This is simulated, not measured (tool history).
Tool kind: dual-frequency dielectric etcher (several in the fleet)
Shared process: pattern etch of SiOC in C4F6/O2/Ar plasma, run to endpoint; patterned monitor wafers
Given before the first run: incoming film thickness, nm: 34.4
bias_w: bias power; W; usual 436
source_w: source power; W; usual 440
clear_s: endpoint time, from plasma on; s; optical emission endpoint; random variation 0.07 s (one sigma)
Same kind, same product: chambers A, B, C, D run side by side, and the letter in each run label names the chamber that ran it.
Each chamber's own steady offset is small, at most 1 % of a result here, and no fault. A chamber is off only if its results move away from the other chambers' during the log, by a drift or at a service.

| run | hour | bias_w | source_w | clear_s |
|---|---|---|---|---|
| 1C | 7.7 | 436 | 440 | 11.791 |
| 2B | 14.5 | 436 | 440 | 11.694 |
| 3D | 23.3 | 436 | 440 | 11.961 |
| 4A | 31.6 | 436 | 440 | 11.672 |
| 5A | 38.1 | 436 | 440 | 11.639 |
| 6B | 46.3 | 436 | 440 | 11.676 |
| 7D | 53.1 | 436 | 440 | 11.925 |
| 8C | 62.7 | 436 | 440 | 11.644 |
| 9C | 71.8 | 436 | 440 | 11.806 |
| 10B | 80.9 | 436 | 440 | 11.624 |
| 11D | 86.5 | 436 | 440 | 11.815 |
| 12A | 94.7 | 436 | 440 | 11.613 |
| 13C | 101.4 | 436 | 440 | 11.782 |
| 14A | 106.9 | 436 | 440 | 11.662 |
| 15D | 114.6 | 436 | 440 | 11.888 |
| 16B | 124.8 | 436 | 440 | 11.696 |
| 17B | 130.8 | 436 | 440 | 11.801 |
| 18C | 137.5 | 436 | 440 | 11.798 |
| 19A | 144.5 | 436 | 440 | 11.726 |
| 20D | 150.1 | 436 | 440 | 12.033 |
| 21C | 156.8 | 436 | 440 | 11.689 |
| 22D | 163.9 | 436 | 440 | 11.966 |
| 23B | 173.6 | 436 | 440 | 11.769 |
| 24A | 180.8 | 436 | 440 | 11.830 |
| 25C | 190.5 | 436 | 440 | 11.785 |
| 26D | 196.5 | 436 | 440 | 12.028 |
| 27A | 204.4 | 436 | 440 | 11.708 |
| 28B | 209.4 | 436 | 440 | 11.752 |
| 29C | 214.4 | 436 | 440 | 11.774 |
|  | 220.0 | chamber B: wet clean of the chamber |
| 30B | 223.4 | 436 | 390 | 12.286 |
| 31A | 231.4 | 436 | 390 | 12.307 |
| 32D | 240.9 | 436 | 390 | 12.650 |
| 33C | 251.3 | 436 | 390 | 12.176 |
| 34D | 259.9 | 436 | 440 | 12.255 |
| 35A | 267.4 | 436 | 440 | 11.653 |
| 36B | 277.0 | 436 | 440 | 11.831 |
| 37C | 284.8 | 436 | 440 | 11.607 |
| 38A | 290.1 | 436 | 440 | 11.790 |
| 39B | 299.4 | 436 | 440 | 11.815 |
| 40D | 309.0 | 387 | 440 | 12.931 |
| 41D | 317.5 | 387 | 440 | 12.904 |
|  | 318.9 | chamber C: wet clean of the chamber |
| 42A | 325.3 | 387 | 440 | 12.251 |
| 43B | 333.4 | 387 | 440 | 12.335 |
| 44C | 343.1 | 436 | 440 | 11.662 |

Predict what each chamber gives when all 4 of them run the settings below next.
| 45A | 350.6 | 436 | 440 | ? |
| 45B | 350.6 | 436 | 440 | ? |
| 45C | 350.6 | 436 | 440 | ? |
| 45D | 350.6 | 436 | 440 | ? |

| run | clear_s |
|---|---|
| 45A | 11.682 |
| 45B | 11.647 |
| 45C | 11.683 |
| 45D | 12.399 |
